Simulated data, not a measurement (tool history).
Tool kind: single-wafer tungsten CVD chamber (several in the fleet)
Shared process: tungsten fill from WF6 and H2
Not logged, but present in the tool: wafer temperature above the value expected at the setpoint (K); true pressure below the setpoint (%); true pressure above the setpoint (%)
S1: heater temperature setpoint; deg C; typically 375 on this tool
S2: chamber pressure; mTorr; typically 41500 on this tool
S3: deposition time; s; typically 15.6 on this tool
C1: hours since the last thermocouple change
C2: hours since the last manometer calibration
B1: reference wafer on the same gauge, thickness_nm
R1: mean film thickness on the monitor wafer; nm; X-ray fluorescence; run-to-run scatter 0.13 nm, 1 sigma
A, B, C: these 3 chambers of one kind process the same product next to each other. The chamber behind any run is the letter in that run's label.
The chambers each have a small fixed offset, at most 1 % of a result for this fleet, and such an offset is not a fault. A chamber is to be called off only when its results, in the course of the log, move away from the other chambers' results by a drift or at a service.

| run | hour | S1 | S2 | S3 | C1 | C2 | B1 | R1 |
|---|---|---|---|---|---|---|---|---|
| 1C | 13 | 375 | 41500 | 15.6 | 1405.3 | 1740.2 | 37.516 | 32.634 |
| 2B | 27.3 | 375 | 41500 | 15.6 | 1420.3 | 909.5 | 37.502 | 32.632 |
| 3A | 40.7 | 375 | 41500 | 15.6 | 67.3 | 1333.3 | 37.475 | 32.642 |
| 4C | 54.9 | 375 | 41500 | 15.6 | 1447.2 | 1782.1 | 37.44 | 32.587 |
| 5A | 64.6 | 375 | 41500 | 15.6 | 91.2 | 1357.2 | 37.481 | 32.478 |
|  | 66.4 | chamber B: thermocouple changed; heater temperature recalibrated |
| 6B | 78.2 | 375 | 41500 | 15.6 | 11.9 | 960.4 | 37.482 | 32.505 |
| 7C | 85.7 | 375 | 41500 | 15.6 | 1478 | 1812.9 | 37.513 | 32.497 |
| 8A | 99.2 | 375 | 41500 | 15.6 | 125.8 | 1391.8 | 37.483 | 32.399 |
|  | 110.4 | chamber C: thermocouple changed; heater temperature recalibrated |
| 9B | 110.8 | 375 | 41500 | 15.6 | 44.5 | 993 | 37.542 | 32.449 |
| 10A | 118.6 | 375 | 41500 | 15.6 | 145.2 | 1411.2 | 37.496 | 32.482 |
| 11C | 128.8 | 375 | 41500 | 15.6 | 18.4 | 1856 | 37.5 | 33.846 |
| 12B | 136.8 | 375 | 41500 | 15.6 | 70.5 | 1019 | 37.503 | 32.377 |
| 13A | 144.6 | 375 | 48500 | 15.6 | 171.2 | 1437.2 | 37.503 | 34.959 |
| 14C | 154.9 | 375 | 48500 | 15.6 | 44.5 | 1882.1 | 37.512 | 36.424 |
| 15B | 168.8 | 375 | 48500 | 15.6 | 102.5 | 1051 | 37.53 | 34.836 |
| 16B | 182.6 | 375 | 41500 | 15.6 | 116.3 | 1064.8 | 37.491 | 32.202 |
| 17C | 189.7 | 375 | 41500 | 15.6 | 79.3 | 1916.9 | 37.518 | 33.749 |
| 18A | 201.6 | 375 | 41500 | 15.6 | 228.2 | 1494.2 | 37.475 | 32.481 |
| 19B | 210.3 | 375 | 41500 | 15.6 | 144 | 1092.5 | 37.462 | 32.524 |
| 20C | 217.8 | 375 | 41500 | 15.6 | 107.4 | 1945 | 37.532 | 34.035 |
| 21A | 227.2 | 375 | 41500 | 15.6 | 253.8 | 1519.8 | 37.512 | 32.592 |
| 22C | 243 | 375 | 41500 | 15.6 | 132.6 | 1970.2 | 37.473 | 34.085 |
| 23A | 256.1 | 375 | 41500 | 14.1 | 282.7 | 1548.7 | 37.489 | 29.417 |
| 24B | 267.1 | 375 | 41500 | 14.1 | 200.8 | 1149.3 | 37.544 | 29.42 |
| 25C | 276.7 | 375 | 41500 | 14.1 | 166.3 | 2003.9 | 37.515 | 30.758 |
| 26A | 285.2 | 383 | 37100 | 15.6 | 311.8 | 1577.8 | 37.516 | 36.282 |
| 27B | 292.7 | 383 | 37100 | 15.6 | 226.4 | 1174.9 | 37.478 | 36.441 |
| 28C | 300.6 | 383 | 37100 | 15.6 | 190.2 | 2027.8 | 37.494 | 37.793 |
| 29B | 315.1 | 375 | 41500 | 15.6 | 248.8 | 1197.3 | 37.534 | 32.569 |
| 30A | 326.1 | 375 | 41500 | 15.6 | 352.7 | 1618.7 | 37.524 | 32.39 |
| 31A | 333.3 | 375 | 33900 | 13.2 | 359.9 | 1625.9 | 37.519 | 25.015 |
| 32C | 347.8 | 375 | 33900 | 13.2 | 237.4 | 2075 | 37.515 | 26.125 |

Which is it: a chamber that has drifted or been left off by a service, a gauge drift common to all chambers, or only each chamber's usual small offset? If a chamber is off, name it and its likeliest cause.

A service left chamber C off against the others.
Cause: wafer temperature above the value expected at the setpoint (K) = 2.02.

Which of the 4 candidates below, each the usual settings with something changed and its results left as question marks, puts chamber C back in line with what the other chambers give on the usual settings?
In line means no further than this from the other chambers' mean on the usual settings: R1 0.46 nm
| 33C-1 | 359.3 | 377 | 41500 | 15.6 |  |  |  | ? |
| 33C-2 | 359.3 | 375 | 37300 | 15.6 |  |  |  | ? |
| 33C-3 | 359.3 | 373 | 41000 | 15.3 |  |  |  | ? |
| 33C-4 | 359.3 | 378 | 42200 | 15.6 |  |  |  | ? |

Average result of the remaining chambers running the usual settings: R1 32.495 nm
| run | R1 |
|---|---|
| 33C-1 | 35.385 |
| 33C-2 | 32.344 |
| 33C-3 | 31.748 |
| 33C-4 | 36.397 |
33C-2 puts the chamber back in line with the other chambers.
